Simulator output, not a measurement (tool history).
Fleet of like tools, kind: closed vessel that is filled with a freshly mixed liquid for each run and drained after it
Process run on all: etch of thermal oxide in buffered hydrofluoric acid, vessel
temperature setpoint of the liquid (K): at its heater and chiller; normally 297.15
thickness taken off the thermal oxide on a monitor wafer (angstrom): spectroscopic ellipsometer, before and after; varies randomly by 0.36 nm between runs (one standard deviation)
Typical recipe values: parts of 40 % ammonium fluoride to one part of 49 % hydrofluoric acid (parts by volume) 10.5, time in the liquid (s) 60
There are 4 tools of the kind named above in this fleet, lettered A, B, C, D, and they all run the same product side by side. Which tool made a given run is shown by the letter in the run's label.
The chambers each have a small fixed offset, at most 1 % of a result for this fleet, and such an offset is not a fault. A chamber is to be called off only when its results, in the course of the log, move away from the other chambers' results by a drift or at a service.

run	hour	temperature setpoint of the liquid (K)	parts of 40 % ammonium fluoride to one part of 49 % hydrofluoric acid (parts by volume)	time in the liquid (s)	hours since the thermometer was replaced	hours since the hydrofluoric acid flow meter was replaced	read-back film thickness of the thermal oxide reference wafer, read on the same gauge (nm)	thickness taken off the thermal oxide on a monitor wafer (angstrom)
1C	2.7	297.15	10.5	60	1333.3	1058.6	140.00	643.54
2A	7.3	297.15	10.5	60	362.3	481.9	140.01	646.83
3B	11.4	297.15	10.5	60	326.8	880.5	140.01	638.52
4D	15.6	297.15	10.5	60	596.1	1160.4	139.97	644.96
5B	19.5	297.15	10.5	60	334.9	888.6	139.96	649.26
6C	23.9	297.15	10.5	60	1354.5	1079.8	140.04	653.97
7A	27.6	297.15	10.5	60	382.6	502.2	140.00	647.87
# hour 30.7: chamber C: thermometer replaced
8D	31.4	297.15	10.5	60	611.9	1176.2	139.99	647.10
9D	37.0	297.15	10.5	60	617.5	1181.8	140.01	642.80
10A	39.9	297.15	10.5	60	394.9	514.5	139.97	648.46
11B	42.6	297.15	10.5	60	358.0	911.7	140.01	640.98
12C	47.5	297.15	10.5	60	16.8	1103.4	140.01	655.21
13A	51.3	297.15	10.5	45	406.3	525.9	139.99	488.04
14C	55.0	297.15	10.5	45	24.3	1110.9	139.98	489.45
15B	60.8	297.15	10.5	45	376.2	929.9	139.98	479.39
16D	66.4	297.15	10.5	45	646.9	1211.2	140.02	478.59
17B	69.3	297.15	10.5	60	384.7	938.4	139.99	638.21
18A	72.2	297.15	10.5	60	427.2	546.8	140.02	652.10
19D	75.9	297.15	10.5	60	656.4	1220.7	140.00	631.55
20C	80.6	297.15	10.5	60	49.9	1136.5	140.02	646.90
21B	85.0	294.15	9.0	60	400.4	954.1	139.96	608.43
22C	89.0	294.15	9.0	60	58.3	1144.9	140.01	620.99
23A	92.7	294.15	9.0	60	447.7	567.3	140.04	612.54
24D	95.9	294.15	9.0	60	676.4	1240.7	139.96	603.35
25D	99.8	297.15	10.5	60	680.3	1244.6	140.00	623.33
26C	102.5	299.15	10.5	60	71.8	1158.4	140.02	723.87
27A	105.3	299.15	10.5	60	460.3	579.9	139.98	718.12
28B	109.0	299.15	10.5	60	424.4	978.1	140.00	721.70
29B	111.5	299.15	10.5	60	426.9	980.6	139.98	715.33
30A	116.0	297.15	10.5	35	471.0	590.6	140.03	379.44
31C	120.0	297.15	10.5	35	89.3	1175.9	139.99	377.57
32D	125.7	297.15	10.5	35	706.2	1270.5	140.01	366.90
33C	130.5	297.15	10.5	35	99.8	1186.4	140.02	379.01
34B	136.0	297.15	10.5	60	451.4	1005.1	139.99	642.17
35A	140.2	297.15	10.5	60	495.2	614.8	140.02	646.30
36D	145.1	297.15	10.5	60	725.6	1289.9	139.97	620.48
37A	147.9	297.15	10.5	60	502.9	622.5	139.93	649.07
38C	153.5	297.15	10.5	60	122.8	1209.4	139.97	650.90

Is one chamber out of step, is the gauge drifting, or do the chambers differ by no more than their own small offsets? For an off chamber, give its letter and the likeliest cause.

It is chamber D that slowly wanders off from its peers.
Cause: liquid colder than its thermometer reads (K) = 0.806.
From this log alone, it may not be told apart from: hydrofluoric acid flow below the setpoint (%).

Which of the 4 candidates below, each the usual settings with something changed and its results left as question marks, puts chamber D back in line with what the other chambers give on the usual settings?
Allowed miss from the other chambers' usual-settings mean, per result, to count as in line: thickness taken off the thermal oxide on a monitor wafer (angstrom) 13.00
39D-1	157.8	297.15	9.5	60				?
39D-2	157.8	297.15	10.0	60				?
39D-3	157.8	297.15	11.0	60				?
39D-4	157.8	295.65	10.5	60				?

Other chambers, usual settings, mean: thickness taken off the thermal oxide on a monitor wafer (angstrom) 646.56
run	thickness taken off the thermal oxide on a monitor wafer (angstrom)
39D-1	671.73
39D-2	650.00
39D-3	592.09
39D-4	571.46
With 39D-2, the chamber falls back in line with the rest.
